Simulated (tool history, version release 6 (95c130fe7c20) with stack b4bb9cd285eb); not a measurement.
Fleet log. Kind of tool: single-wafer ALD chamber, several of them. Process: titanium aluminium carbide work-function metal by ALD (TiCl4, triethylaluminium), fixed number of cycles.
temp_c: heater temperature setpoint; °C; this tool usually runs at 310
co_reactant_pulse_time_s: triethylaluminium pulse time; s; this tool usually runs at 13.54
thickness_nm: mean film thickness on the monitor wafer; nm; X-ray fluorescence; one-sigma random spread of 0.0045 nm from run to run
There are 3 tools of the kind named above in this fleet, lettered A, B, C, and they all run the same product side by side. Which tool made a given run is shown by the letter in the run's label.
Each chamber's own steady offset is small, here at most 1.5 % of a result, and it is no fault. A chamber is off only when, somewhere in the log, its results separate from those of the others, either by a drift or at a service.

run,day,temp_c,co_reactant_pulse_time_s,"read-back reference wafer on the same gauge, thickness_nm",thickness_nm
# day 0.112: chamber C: triethylaluminium bottle replaced
1C,0.433,310,13.54,2.1392,2.1130
2A,0.912,310,13.54,2.1389,2.1368
3B,1.408,310,13.54,2.1393,2.1285
4B,2.008,310,13.54,2.1401,2.1382
5C,2.425,300,17.93,2.1404,2.0319
6A,2.812,300,17.93,2.1392,2.0635
7B,3.325,300,17.93,2.1389,2.0565
8C,3.912,310,13.54,2.1397,2.1015
9A,4.458,305,16.16,2.1396,2.1010
# day 4.533: chamber B: triethylaluminium bottle replaced
10C,4.800,305,16.16,2.1408,2.0812
11B,5.333,305,16.16,2.1388,2.1079
12A,5.846,310,13.54,2.1399,2.1420
13C,6.271,310,13.54,2.1397,2.1094
14B,6.646,310,13.54,2.1403,2.1436
15A,7.025,310,13.54,2.1414,2.1345
16B,7.338,310,13.54,2.1402,2.1334
17C,7.833,310,13.54,2.1396,2.1120
18A,8.312,310,13.54,2.1407,2.1381
19A,8.675,310,13.54,2.1407,2.1284
20C,8.983,310,13.54,2.1403,2.1133
21B,9.596,310,13.54,2.1407,2.1405
22C,10.050,310,13.54,2.1395,2.1156
23B,10.467,310,13.54,2.1408,2.1472
24A,10.862,310,13.54,2.1411,2.1437
25A,11.262,310,13.54,2.1398,2.1304
26C,11.817,317,18.53,2.1405,2.2010
27B,12.325,317,18.53,2.1416,2.2291
# day 12.525: chamber A: triethylaluminium bottle replaced
28C,12.900,317,18.53,2.1398,2.1850
29B,13.258,310,13.54,2.1407,2.1550
# day 13.867: chamber C: thermocouple changed; heater temperature recalibrated
30A,13.938,310,13.54,2.1395,2.1426
31C,14.321,319,8.67,2.1392,2.0986
32A,14.667,319,8.67,2.1409,2.1242
33B,15.088,319,8.67,2.1412,2.1458
34C,15.592,310,13.54,2.1406,2.1059
35B,16.162,310,13.54,2.1395,2.1558

Each of the 3 chambers runs these same settings next. Fill in every chamber's results:
36A,16.658,310,13.54,,?
36B,16.658,310,13.54,,?
36C,16.658,310,13.54,,?

run,thickness_nm
36A,2.1375
36B,2.1520
36C,2.1043
